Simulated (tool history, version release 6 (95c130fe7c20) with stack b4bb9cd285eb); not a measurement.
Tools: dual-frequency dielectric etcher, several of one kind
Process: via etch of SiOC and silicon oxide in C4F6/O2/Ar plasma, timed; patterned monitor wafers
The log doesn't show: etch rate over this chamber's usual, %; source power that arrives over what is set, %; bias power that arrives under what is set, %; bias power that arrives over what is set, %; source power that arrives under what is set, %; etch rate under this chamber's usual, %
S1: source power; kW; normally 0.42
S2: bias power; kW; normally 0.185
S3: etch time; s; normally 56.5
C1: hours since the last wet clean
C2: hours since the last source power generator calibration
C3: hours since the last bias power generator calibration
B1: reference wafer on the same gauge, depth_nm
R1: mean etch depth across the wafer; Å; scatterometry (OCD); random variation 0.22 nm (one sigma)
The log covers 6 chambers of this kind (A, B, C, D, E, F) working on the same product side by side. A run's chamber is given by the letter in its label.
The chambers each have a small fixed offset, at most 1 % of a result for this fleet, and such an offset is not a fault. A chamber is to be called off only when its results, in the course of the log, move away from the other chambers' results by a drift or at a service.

run	hour	S1	S2	S3	C1	C2	C3	B1	R1
1B	9.6	0.42	0.185	56.5	314.3	1429.3	993.4	66.764	656.59
# hour 18.3: chamber A: source power generator calibrated
2D	21.8	0.42	0.185	56.5	43	3397	358.6	66.837	659.26
# hour 22.8: chamber B: wet clean of the chamber
3F	29.4	0.42	0.185	56.5	53.6	2746.6	714.8	66.849	656.69
4A	40.6	0.42	0.185	56.5	474.4	22.4	1379	66.866	660.1
5C	51	0.42	0.185	56.5	267.8	1991.8	3080.1	66.787	648.86
6E	63.7	0.42	0.185	56.5	301.7	270.2	658.8	66.806	656.89
7D	70.5	0.42	0.185	56.5	91.7	3445.7	407.3	66.825	654.39
8E	78.9	0.42	0.185	56.5	316.9	285.4	674	66.784	653.27
9B	91.1	0.42	0.185	56.5	68.3	1510.8	1074.9	66.841	663.17
10F	105.5	0.42	0.202	70.5	129.7	2822.7	790.9	66.763	844.79
11C	114.7	0.42	0.202	70.5	331.5	2055.5	3143.8	66.766	836.58
12A	129.3	0.42	0.202	70.5	563.1	111.1	1467.7	66.797	846.09
13B	137.3	0.42	0.202	70.5	114.5	1557	1121.1	66.796	849.83
14D	150.5	0.42	0.202	70.5	171.7	3525.7	487.3	66.787	837.91
15E	161.7	0.42	0.202	70.5	399.7	368.2	756.8	66.795	844.58
# hour 168.4: chamber A: wet clean of the chamber
16F	172.4	0.42	0.185	56.5	196.6	2889.6	857.8	66.845	653.83
17C	182.3	0.42	0.169	56.5	399.1	2123.1	3211.4	66.827	633.29
18A	192.4	0.42	0.169	56.5	24.1	174.2	1530.8	66.869	664.87
# hour 196.3: chamber E: wet clean of the chamber
19A	206.1	0.42	0.169	56.5	37.8	187.9	1544.5	66.76	668.14
# hour 213.2: chamber C: wet clean of the chamber
20E	217.6	0.42	0.169	56.5	21.4	424.1	812.7	66.785	640.74
21D	224.3	0.42	0.169	56.5	245.5	3599.5	561.1	66.787	637.09
22F	237.7	0.42	0.169	56.5	261.9	2954.9	923.1	66.842	636.43
23B	244.4	0.42	0.185	56.5	221.6	1664.1	1228.2	66.769	658.33
24C	253.3	0.42	0.185	56.5	40.1	2194.1	3282.4	66.724	648.78
25A	266.3	0.42	0.185	56.5	98	248.1	1604.7	66.73	687.6
26F	279.2	0.42	0.185	56.5	303.4	2996.4	964.6	66.823	657.36
# hour 283.8: chamber A: bias power generator calibrated
27B	286	0.42	0.185	56.5	263.2	1705.7	1269.8	66.806	659.95
28E	294.5	0.42	0.185	56.5	98.3	501	889.6	66.845	657.86
29C	303.9	0.42	0.185	56.5	90.7	2244.7	3333	66.838	651.19
30D	318.1	0.48	0.185	68	339.3	3693.3	654.9	66.746	830.11
31C	332.3	0.48	0.185	68	119.1	2273.1	3361.4	66.82	825.16
32B	340.7	0.48	0.185	68	317.9	1760.4	1324.5	66.78	838.24
33A	352.4	0.48	0.185	68	184.1	334.2	68.6	66.815	875.01
# hour 355.9: chamber B: wet clean of the chamber
34E	362.9	0.48	0.185	68	166.7	569.4	958	66.834	833.45
35F	369.4	0.48	0.185	68	393.6	3086.6	1054.8	66.802	826.32
36D	383.7	0.42	0.185	56.5	404.9	3758.9	720.5	66.843	657.35
37C	397.4	0.42	0.185	56.5	184.2	2338.2	3426.5	66.752	650.53
38B	409.4	0.38	0.206	56.5	53.5	1829.1	1393.2	66.87	659.49

All chambers now run identical settings, listed one chamber a line with results as question marks. What results will each chamber show?
39A	420.1	0.42	0.185	56.5					?
39B	420.1	0.42	0.185	56.5					?
39C	420.1	0.42	0.185	56.5					?
39D	420.1	0.42	0.185	56.5					?
39E	420.1	0.42	0.185	56.5					?
39F	420.1	0.42	0.185	56.5					?

run	R1
39A	686.91
39B	659.49
39C	649.67
39D	653.46
39E	657.68
39F	653.08
